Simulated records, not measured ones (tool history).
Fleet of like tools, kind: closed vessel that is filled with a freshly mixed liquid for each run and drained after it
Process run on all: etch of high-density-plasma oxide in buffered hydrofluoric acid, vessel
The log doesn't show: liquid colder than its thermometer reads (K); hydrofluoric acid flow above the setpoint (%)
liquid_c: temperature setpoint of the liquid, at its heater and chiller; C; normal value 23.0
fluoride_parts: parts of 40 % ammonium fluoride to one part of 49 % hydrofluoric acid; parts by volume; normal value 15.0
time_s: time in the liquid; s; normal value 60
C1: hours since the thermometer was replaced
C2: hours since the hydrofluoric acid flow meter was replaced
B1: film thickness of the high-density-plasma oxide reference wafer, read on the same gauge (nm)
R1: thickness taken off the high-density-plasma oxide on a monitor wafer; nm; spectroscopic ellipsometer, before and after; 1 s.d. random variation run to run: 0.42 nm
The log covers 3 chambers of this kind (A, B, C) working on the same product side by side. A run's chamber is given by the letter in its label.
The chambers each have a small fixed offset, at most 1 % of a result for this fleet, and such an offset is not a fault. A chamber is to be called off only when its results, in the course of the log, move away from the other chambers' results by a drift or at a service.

{"run": "1B", "hour": 3.9, "liquid_c": 23.0, "fluoride_parts": 15.0, "time_s": 60, "C1": 1017.2, "C2": 708.4, "B1": 110.03, "R1": 47.682}
{"run": "2C", "hour": 6.5, "liquid_c": 23.0, "fluoride_parts": 15.0, "time_s": 60, "C1": 1418.0, "C2": 228.0, "B1": 110.0, "R1": 47.216}
{"run": "3A", "hour": 9.6, "liquid_c": 23.0, "fluoride_parts": 15.0, "time_s": 60, "C1": 422.2, "C2": 132.0, "B1": 110.03, "R1": 48.527}
{"run": "4A", "hour": 14.6, "liquid_c": 23.0, "fluoride_parts": 15.0, "time_s": 60, "C1": 427.2, "C2": 137.0, "B1": 109.99, "R1": 47.389}
{"run": "5B", "hour": 17.5, "liquid_c": 23.0, "fluoride_parts": 15.0, "time_s": 60, "C1": 1030.8, "C2": 722.0, "B1": 110.0, "R1": 47.264}
{"run": "6C", "hour": 21.1, "liquid_c": 23.0, "fluoride_parts": 15.0, "time_s": 60, "C1": 1432.6, "C2": 242.6, "B1": 109.99, "R1": 47.117}
{"run": "7A", "hour": 23.9, "liquid_c": 23.0, "fluoride_parts": 15.0, "time_s": 60, "C1": 436.5, "C2": 146.3, "B1": 110.01, "R1": 47.877}
{"run": "8C", "hour": 26.3, "liquid_c": 23.0, "fluoride_parts": 15.0, "time_s": 60, "C1": 1437.8, "C2": 247.8, "B1": 109.99, "R1": 47.069}
{"run": "9B", "hour": 31.5, "liquid_c": 23.0, "fluoride_parts": 15.0, "time_s": 60, "C1": 1044.8, "C2": 736.0, "B1": 110.01, "R1": 48.198}
{"run": "10B", "hour": 35.1, "liquid_c": 23.0, "fluoride_parts": 15.0, "time_s": 60, "C1": 1048.4, "C2": 739.6, "B1": 109.98, "R1": 48.072}
{"run": "11A", "hour": 37.7, "liquid_c": 23.0, "fluoride_parts": 15.0, "time_s": 60, "C1": 450.3, "C2": 160.1, "B1": 109.95, "R1": 47.195}
{"run": "12C", "hour": 42.1, "liquid_c": 23.0, "fluoride_parts": 15.0, "time_s": 60, "C1": 1453.6, "C2": 263.6, "B1": 110.0, "R1": 46.916}
{"run": "13B", "hour": 45.6, "liquid_c": 23.0, "fluoride_parts": 17.0, "time_s": 60, "C1": 1058.9, "C2": 750.1, "B1": 110.01, "R1": 42.628}
{"run": "14A", "hour": 48.6, "liquid_c": 23.0, "fluoride_parts": 17.0, "time_s": 60, "C1": 461.2, "C2": 171.0, "B1": 110.04, "R1": 41.381}
{"run": "15C", "hour": 52.4, "liquid_c": 23.0, "fluoride_parts": 17.0, "time_s": 60, "C1": 1463.9, "C2": 273.9, "B1": 110.03, "R1": 41.465}
{"run": "16B", "hour": 57.6, "liquid_c": 23.0, "fluoride_parts": 15.0, "time_s": 60, "C1": 1070.9, "C2": 762.1, "B1": 109.95, "R1": 47.597}
{"run": "17A", "hour": 61.4, "liquid_c": 23.0, "fluoride_parts": 15.0, "time_s": 60, "C1": 474.0, "C2": 183.8, "B1": 109.98, "R1": 45.966}
{"run": "18C", "hour": 63.8, "liquid_c": 23.0, "fluoride_parts": 15.0, "time_s": 60, "C1": 1475.3, "C2": 285.3, "B1": 110.0, "R1": 46.419}
{"run": "19A", "hour": 66.6, "liquid_c": 23.0, "fluoride_parts": 15.0, "time_s": 60, "C1": 479.2, "C2": 189.0, "B1": 109.98, "R1": 45.475}
{"run": "20C", "hour": 69.3, "liquid_c": 23.0, "fluoride_parts": 15.0, "time_s": 60, "C1": 1480.8, "C2": 290.8, "B1": 109.97, "R1": 46.938}
{"run": "21B", "hour": 72.3, "liquid_c": 25.0, "fluoride_parts": 15.0, "time_s": 90, "C1": 1085.6, "C2": 776.8, "B1": 110.0, "R1": 80.431}
{"run": "22A", "hour": 76.1, "liquid_c": 25.0, "fluoride_parts": 15.0, "time_s": 90, "C1": 488.7, "C2": 198.5, "B1": 109.96, "R1": 75.433}
{"run": "23B", "hour": 80.2, "liquid_c": 25.0, "fluoride_parts": 15.0, "time_s": 90, "C1": 1093.5, "C2": 784.7, "B1": 110.06, "R1": 78.07}
{"run": "24C", "hour": 83.9, "liquid_c": 26.5, "fluoride_parts": 15.0, "time_s": 40, "C1": 1495.4, "C2": 305.4, "B1": 110.03, "R1": 37.519}
{"run": "25C", "hour": 86.9, "liquid_c": 26.5, "fluoride_parts": 15.0, "time_s": 40, "C1": 1498.4, "C2": 308.4, "B1": 110.02, "R1": 37.973}
{"run": "26B", "hour": 91.6, "liquid_c": 26.5, "fluoride_parts": 15.0, "time_s": 40, "C1": 1104.9, "C2": 796.1, "B1": 110.06, "R1": 38.514}
{"run": "27A", "hour": 94.3, "liquid_c": 23.0, "fluoride_parts": 15.0, "time_s": 60, "C1": 506.9, "C2": 216.7, "B1": 110.01, "R1": 43.664}
{"run": "28A", "hour": 98.9, "liquid_c": 23.0, "fluoride_parts": 15.0, "time_s": 60, "C1": 511.5, "C2": 221.3, "B1": 110.04, "R1": 43.444}
{"run": "29C", "hour": 102.9, "liquid_c": 23.0, "fluoride_parts": 15.0, "time_s": 60, "C1": 1514.4, "C2": 324.4, "B1": 110.0, "R1": 47.542}
{"run": "30B", "hour": 107.3, "liquid_c": 25.0, "fluoride_parts": 18.0, "time_s": 60, "C1": 1120.6, "C2": 811.8, "B1": 110.0, "R1": 44.537}
{"run": "31C", "hour": 111.4, "liquid_c": 25.0, "fluoride_parts": 18.0, "time_s": 60, "C1": 1522.9, "C2": 332.9, "B1": 110.01, "R1": 43.66}
{"run": "32A", "hour": 115.1, "liquid_c": 25.0, "fluoride_parts": 18.0, "time_s": 60, "C1": 527.7, "C2": 237.5, "B1": 110.01, "R1": 39.823}
{"run": "33B", "hour": 117.8, "liquid_c": 23.0, "fluoride_parts": 15.0, "time_s": 60, "C1": 1131.1, "C2": 822.3, "B1": 110.02, "R1": 47.848}

Read the log: is a single chamber off, either drifting away or since a service, is the gauge that measures every chamber drifting, or is nothing wrong beyond small per-chamber offsets? Name any odd chamber and what most likely caused it.

Little by little, chamber A moves away from the other chambers.
Cause: liquid colder than its thermometer reads (K) = 2.23.
The log may not tell that from: hydrofluoric acid flow below the setpoint (%).

Here are 4 candidates for chamber A's next run, each the usual settings with a change, their results left as question marks. Which one brings its results back in line with what the others give on the usual settings?
Maximum distance from the other chambers' mean on the usual settings for a result to count as in line: R1 1.500 nm
{"run": "34A-1", "hour": 121.7, "liquid_c": 23.5, "fluoride_parts": 14.5, "time_s": 60, "R1": "?"}
{"run": "34A-2", "hour": 121.7, "liquid_c": 23.0, "fluoride_parts": 15.5, "time_s": 55, "R1": "?"}
{"run": "34A-3", "hour": 121.7, "liquid_c": 25.0, "fluoride_parts": 15.0, "time_s": 60, "R1": "?"}
{"run": "34A-4", "hour": 121.7, "liquid_c": 23.0, "fluoride_parts": 16.0, "time_s": 60, "R1": "?"}

Other chambers, usual settings, mean: R1 47.383 nm
run=34A-1 R1=45.170
run=34A-2 R1=37.700
run=34A-3 R1=47.528
run=34A-4 R1=39.866
With 34A-3, the chamber falls back in line with the rest.
